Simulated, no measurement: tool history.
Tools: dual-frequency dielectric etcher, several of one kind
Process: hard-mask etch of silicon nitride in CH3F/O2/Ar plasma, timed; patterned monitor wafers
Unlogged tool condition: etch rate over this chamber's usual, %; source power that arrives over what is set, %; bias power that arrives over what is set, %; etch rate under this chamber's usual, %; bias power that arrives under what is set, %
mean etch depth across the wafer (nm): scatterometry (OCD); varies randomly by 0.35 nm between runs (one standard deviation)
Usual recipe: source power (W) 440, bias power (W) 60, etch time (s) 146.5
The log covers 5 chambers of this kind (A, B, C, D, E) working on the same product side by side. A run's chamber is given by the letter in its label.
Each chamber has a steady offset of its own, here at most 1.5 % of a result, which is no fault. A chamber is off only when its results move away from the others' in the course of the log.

| run | day | source power (W) | bias power (W) | etch time (s) | hours since the last wet clean | hours since the last source power generator calibration | hours since the last bias power generator calibration | read-back reference wafer on the same gauge, depth_nm | mean etch depth across the wafer (nm) |
|---|---|---|---|---|---|---|---|---|---|
| 1D | 0.433 | 440 | 60 | 146.5 | 60.3 | 142.6 | 1138.5 | 107.02 | 100.390 |
|  | 0.712 | chamber A: wet clean of the chamber |
| 2B | 0.988 | 440 | 60 | 146.5 | 173.4 | 1175.0 | 543.0 | 107.01 | 100.090 |
| 3C | 1.542 | 440 | 60 | 146.5 | 43.2 | 1602.7 | 716.8 | 106.94 | 100.930 |
| 4A | 1.988 | 440 | 60 | 146.5 | 30.6 | 146.3 | 881.2 | 106.91 | 100.920 |
| 5E | 2.433 | 440 | 60 | 146.5 | 156.8 | 1374.9 | 1265.9 | 107.05 | 100.700 |
| 6B | 2.883 | 440 | 60 | 146.5 | 218.9 | 1220.5 | 588.5 | 107.06 | 99.736 |
| 7C | 3.146 | 530 | 72 | 146.5 | 81.7 | 1641.2 | 755.3 | 106.88 | 114.350 |
| 8E | 3.408 | 530 | 72 | 146.5 | 180.2 | 1398.3 | 1289.3 | 106.93 | 114.350 |
| 9A | 3.733 | 530 | 72 | 146.5 | 72.5 | 188.2 | 923.1 | 106.99 | 115.490 |
| 10D | 3.988 | 530 | 72 | 146.5 | 145.6 | 227.9 | 1223.8 | 107.01 | 114.410 |
| 11C | 4.279 | 530 | 72 | 146.5 | 108.9 | 1668.4 | 782.5 | 106.95 | 115.120 |
| 12E | 4.704 | 440 | 60 | 146.5 | 211.3 | 1429.4 | 1320.4 | 106.99 | 100.480 |
| 13B | 5.088 | 440 | 60 | 131.0 | 271.8 | 1273.4 | 641.4 | 107.01 | 89.169 |
| 14D | 5.588 | 440 | 60 | 131.0 | 184.0 | 266.3 | 1262.2 | 107.05 | 90.448 |
| 15A | 6.092 | 440 | 60 | 131.0 | 129.1 | 244.8 | 979.7 | 107.00 | 90.546 |
| 16B | 6.429 | 440 | 60 | 131.0 | 304.0 | 1305.6 | 673.6 | 107.01 | 89.278 |
| 17C | 7.000 | 440 | 60 | 131.0 | 174.2 | 1733.7 | 847.8 | 106.91 | 90.064 |
| 18D | 7.546 | 440 | 60 | 146.5 | 231.0 | 313.3 | 1309.2 | 107.01 | 99.930 |
| 19E | 7.825 | 440 | 60 | 146.5 | 286.2 | 1504.3 | 1395.3 | 107.08 | 100.740 |
| 20A | 8.342 | 330 | 60 | 176.0 | 183.1 | 298.8 | 1033.7 | 106.94 | 108.220 |
| 21E | 8.817 | 330 | 60 | 176.0 | 310.0 | 1528.1 | 1419.1 | 106.99 | 107.740 |
| 22D | 9.267 | 330 | 60 | 176.0 | 272.3 | 354.6 | 1350.5 | 107.09 | 107.470 |
| 23C | 9.742 | 330 | 60 | 176.0 | 240.0 | 1799.5 | 913.6 | 107.01 | 109.000 |
| 24B | 10.292 | 330 | 60 | 176.0 | 396.7 | 1398.3 | 766.3 | 107.07 | 106.500 |
|  | 10.517 | chamber B: wet clean of the chamber |
| 25A | 10.650 | 440 | 60 | 146.5 | 238.5 | 354.2 | 1089.1 | 107.09 | 100.930 |
|  | 11.121 | chamber E: wet clean of the chamber |
| 26A | 11.129 | 440 | 60 | 146.5 | 250.0 | 365.7 | 1100.6 | 106.96 | 100.810 |
| 27B | 11.679 | 440 | 60 | 146.5 | 27.9 | 1431.6 | 799.6 | 107.03 | 99.003 |
| 28E | 12.038 | 440 | 60 | 146.5 | 22.1 | 1605.4 | 1496.4 | 107.01 | 97.686 |
| 29C | 12.583 | 440 | 60 | 146.5 | 308.2 | 1867.7 | 981.8 | 107.03 | 100.980 |
|  | 12.608 | chamber D: wet clean of the chamber |
| 30D | 12.921 | 440 | 60 | 146.5 | 7.6 | 442.3 | 1438.2 | 107.01 | 100.350 |
| 31A | 13.179 | 440 | 60 | 146.5 | 299.2 | 414.9 | 1149.8 | 106.98 | 101.250 |
| 32D | 13.562 | 440 | 60 | 146.5 | 23.0 | 457.7 | 1453.6 | 106.96 | 99.946 |
| 33B | 14.025 | 440 | 60 | 146.5 | 84.2 | 1487.9 | 855.9 | 107.07 | 100.270 |
| 34C | 14.342 | 440 | 60 | 146.5 | 350.4 | 1909.9 | 1024.0 | 106.99 | 101.590 |
| 35E | 14.871 | 440 | 60 | 146.5 | 90.1 | 1673.4 | 1564.4 | 107.11 | 97.590 |
|  | 15.183 | chamber E: bias power generator calibrated |
| 36C | 15.204 | 440 | 60 | 146.5 | 371.1 | 1930.6 | 1044.7 | 106.98 | 100.550 |
| 37A | 15.583 | 440 | 60 | 146.5 | 356.9 | 472.6 | 1207.5 | 107.02 | 101.650 |
| 38B | 16.100 | 440 | 60 | 146.5 | 134.0 | 1537.7 | 905.7 | 106.92 | 100.330 |
| 39D | 16.529 | 440 | 60 | 146.5 | 94.2 | 528.9 | 1524.8 | 106.97 | 100.800 |
| 40E | 17.071 | 440 | 60 | 146.5 | 142.9 | 1726.2 | 45.4 | 107.07 | 97.217 |
| 41E | 17.542 | 440 | 60 | 146.5 | 154.2 | 1737.5 | 56.7 | 106.89 | 97.307 |
| 42A | 18.054 | 440 | 60 | 146.5 | 416.2 | 531.9 | 1266.8 | 106.98 | 101.090 |
| 43C | 18.621 | 440 | 60 | 146.5 | 453.1 | 2012.6 | 1126.7 | 106.96 | 100.820 |
| 44B | 19.125 | 440 | 60 | 146.5 | 206.6 | 1610.3 | 978.3 | 106.98 | 100.570 |

The same settings go to every chamber for the next run, one line per chamber below. Forecast the results for each:
| 45A | 19.538 | 440 | 65 | 146.5 |  |  |  |  | ? |
| 45B | 19.538 | 440 | 65 | 146.5 |  |  |  |  | ? |
| 45C | 19.538 | 440 | 65 | 146.5 |  |  |  |  | ? |
| 45D | 19.538 | 440 | 65 | 146.5 |  |  |  |  | ? |
| 45E | 19.538 | 440 | 65 | 146.5 |  |  |  |  | ? |

| run | mean etch depth across the wafer (nm) |
|---|---|
| 45A | 104.050 |
| 45B | 101.930 |
| 45C | 103.540 |
| 45D | 102.770 |
| 45E | 99.817 |

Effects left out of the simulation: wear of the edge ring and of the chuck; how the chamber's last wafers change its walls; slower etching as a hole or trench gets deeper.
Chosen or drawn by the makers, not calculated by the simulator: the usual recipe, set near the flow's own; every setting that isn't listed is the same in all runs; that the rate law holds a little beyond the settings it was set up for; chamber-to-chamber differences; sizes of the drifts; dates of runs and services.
